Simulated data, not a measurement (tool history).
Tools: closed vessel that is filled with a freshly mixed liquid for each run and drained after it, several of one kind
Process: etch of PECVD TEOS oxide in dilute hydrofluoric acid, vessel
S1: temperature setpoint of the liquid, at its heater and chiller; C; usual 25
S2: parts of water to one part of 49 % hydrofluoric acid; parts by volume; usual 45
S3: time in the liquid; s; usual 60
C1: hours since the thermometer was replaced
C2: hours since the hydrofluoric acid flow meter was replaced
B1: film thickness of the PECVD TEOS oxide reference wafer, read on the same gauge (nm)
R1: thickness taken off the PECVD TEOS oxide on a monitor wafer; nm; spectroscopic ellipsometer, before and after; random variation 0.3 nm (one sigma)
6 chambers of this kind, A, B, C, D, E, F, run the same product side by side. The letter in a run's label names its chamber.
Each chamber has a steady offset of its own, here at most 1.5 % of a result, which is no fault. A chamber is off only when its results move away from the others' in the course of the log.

run    day  S1  S2  S3      C1      C2      B1      R1
 1D  0.221  25  45  60  1477.6   594.7  30.047  38.449
 2C  0.425  25  45  60  1037.7   420.2  29.974  38.751
 3F  0.642  25  45  60  1412.2  1513.5  29.961  39.098
 4B   0.75  25  45  60   482.9    1018  29.968  38.898
 5A  0.879  25  45  60   405.2     385  29.976  38.153
 6E  1.083  25  60  80    61.2  1285.2  29.986  37.344
 7E    1.3  25  60  80    66.4  1290.4  29.943  37.783
 8D  1.408  25  60  80  1506.1   623.2  30.007  38.099
 9C  1.521  25  60  80    1064   446.5  29.998  37.697
10B  1.717  25  60  80   506.1  1041.2  29.992  37.912
11F  1.904  25  60  80  1442.5  1543.8  29.986  38.528
12A  2.025  25  45  60   432.7   412.5  30.001  38.215
13D  2.229  25  45  60  1525.8   642.9  30.027  38.317
14E  2.438  25  45  60    93.7  1317.7  29.979  38.578
15B  2.608  25  45  60   527.5  1062.6  30.061  38.655
16A  2.767  25  45  60   450.5   430.3  30.067  38.587
17C  2.879  25  45  60  1096.6   479.1  30.019  38.788
18F  3.067  25  45  60  1470.4  1571.7  29.995   38.87
19D  3.267  25  45  60  1550.7   667.8  30.004  38.362
20B  3.425  25  45  60   547.1  1082.2  30.052  39.211
21C  3.558  25  45  60  1112.9   495.4   29.99  38.136
22A  3.704  25  60  80     473   452.8  29.997  37.595
23F  3.821  25  60  80  1488.5  1589.8  30.009  38.505
24E  3.954  25  60  80   130.1  1354.1  29.949   37.39
25C  4.142  25  60  80  1126.9   509.4   30.05  37.389
26A  4.254  25  60  80   486.2     466  29.987  38.047
27E  4.429  25  60  80   141.5  1365.5  30.018  38.202
     4.579  -- chamber E: hydrofluoric acid flow meter replaced
28B    4.6  25  55  40   575.3  1110.4  30.039  21.435
29F  4.738  25  55  40  1510.5  1611.8  30.053  20.982
30D  4.904  25  55  40    1590   707.1  30.008  20.683
31C  5.079  25  55  40  1149.4   531.9  29.991  20.345
32D  5.242  25  55  40  1598.1   715.2  29.989  20.665
33A  5.438  25  55  40   514.6   494.4  29.992  20.641
34F  5.675  25  45  60    1533  1634.3  30.012  39.658
35E  5.896  25  45  60   176.7    31.6  30.046   38.85
36B  6.071  25  45  60   610.6  1145.7      30  41.096
37C  6.208  25  45  60  1176.5     559  29.973   38.37
38E  6.404  25  45  60   188.9    43.8  29.998  38.356
39B  6.521  25  45  60   621.4  1156.5  29.974   41.39
40F  6.654  25  45  60  1556.5  1657.8  30.002  39.417
41A   6.85  25  45  60   548.5   528.3  29.962  38.635
42D  7.088  25  45  60  1642.4   759.5  29.942  38.494

What goes on in this fleet: one chamber off, a drifting gauge, or nothing beyond the chambers' own small offsets? Name the chamber and the cause, if any.

Chamber B drifts away from the others.
Cause: liquid hotter than its thermometer reads (K) = 2.17.
The log may not tell that from: hydrofluoric acid flow above the setpoint (%).

Here are 4 candidates for chamber B's next run, each the usual settings with a change, their results left as question marks. Which one brings its results back in line with what the others give on the usual settings?
In line means no further than this from the other chambers' mean on the usual settings: R1 1.1 nm
43B-1  7.258    25  45  55               ?
43B-2  7.258  25.5  40  60               ?
43B-3  7.258  21.5  45  60               ?
43B-4  7.258    25  45  65               ?

The other chambers' mean on the usual settings: R1 38.63 nm
  run      R1
43B-1  38.713
43B-2  48.788
43B-3   36.68
43B-4  45.752
43B-1 brings the chamber back in line.
